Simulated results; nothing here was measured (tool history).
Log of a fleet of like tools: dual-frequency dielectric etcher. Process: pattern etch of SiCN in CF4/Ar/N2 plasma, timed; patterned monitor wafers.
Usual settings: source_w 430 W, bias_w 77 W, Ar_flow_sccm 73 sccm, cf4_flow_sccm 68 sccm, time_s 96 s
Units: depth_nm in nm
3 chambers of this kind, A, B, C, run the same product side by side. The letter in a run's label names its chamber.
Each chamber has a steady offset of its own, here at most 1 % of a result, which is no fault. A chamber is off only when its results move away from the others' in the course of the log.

| run | hour | source_w | bias_w | Ar_flow_sccm | cf4_flow_sccm | time_s | read-back reference wafer on the same gauge, depth_nm | depth_nm |
|---|---|---|---|---|---|---|---|---|
| 1B | 10.2 | 430 | 77 | 73 | 68 | 96 | 96.130 | 84.644 |
| 2C | 21.6 | 430 | 77 | 73 | 68 | 96 | 96.116 | 84.446 |
| 3A | 35.4 | 430 | 77 | 73 | 68 | 96 | 96.230 | 84.344 |
|  | 45.9 | chamber C: bias power generator calibrated |
| 4C | 49.3 | 430 | 77 | 73 | 68 | 96 | 96.149 | 83.960 |
|  | 53.2 | chamber A: Ar flow controller replaced |
| 5B | 57.4 | 430 | 77 | 73 | 68 | 96 | 96.104 | 84.433 |
| 6A | 70.9 | 430 | 77 | 73 | 68 | 96 | 96.080 | 84.709 |
| 7C | 78.6 | 430 | 77 | 73 | 68 | 96 | 96.023 | 83.959 |
| 8B | 90.4 | 430 | 77 | 73 | 68 | 96 | 96.006 | 83.810 |
|  | 100.5 | chamber A: wet clean of the chamber |
| 9A | 102.6 | 430 | 77 | 73 | 68 | 96 | 96.165 | 84.274 |
| 10A | 109.1 | 430 | 77 | 73 | 68 | 96 | 96.121 | 83.769 |
| 11B | 120.9 | 430 | 77 | 73 | 68 | 96 | 96.262 | 83.053 |
| 12C | 130.1 | 430 | 77 | 73 | 68 | 96 | 96.160 | 84.554 |
| 13B | 138.7 | 430 | 77 | 73 | 68 | 96 | 96.167 | 83.629 |
| 14C | 148.2 | 430 | 77 | 73 | 68 | 96 | 96.023 | 83.870 |
| 15A | 159.8 | 430 | 77 | 73 | 68 | 96 | 96.125 | 84.218 |
| 16B | 168.3 | 430 | 77 | 73 | 68 | 96 | 96.121 | 82.857 |
| 17A | 175.1 | 430 | 77 | 73 | 68 | 96 | 96.226 | 84.793 |
| 18C | 181.7 | 430 | 77 | 73 | 68 | 96 | 96.057 | 84.097 |
| 19C | 193.5 | 430 | 77 | 73 | 68 | 96 | 96.173 | 84.000 |
| 20B | 204.3 | 430 | 77 | 73 | 68 | 96 | 96.067 | 82.265 |

All 3 chambers run these settings next. Forecast each chamber's results:
| 21A | 214.4 | 430 | 77 | 73 | 68 | 96 |  | ? |
| 21B | 214.4 | 430 | 77 | 73 | 68 | 96 |  | ? |
| 21C | 214.4 | 430 | 77 | 73 | 68 | 96 |  | ? |

| run | depth_nm |
|---|---|
| 21A | 84.001 |
| 21B | 82.311 |
| 21C | 84.404 |
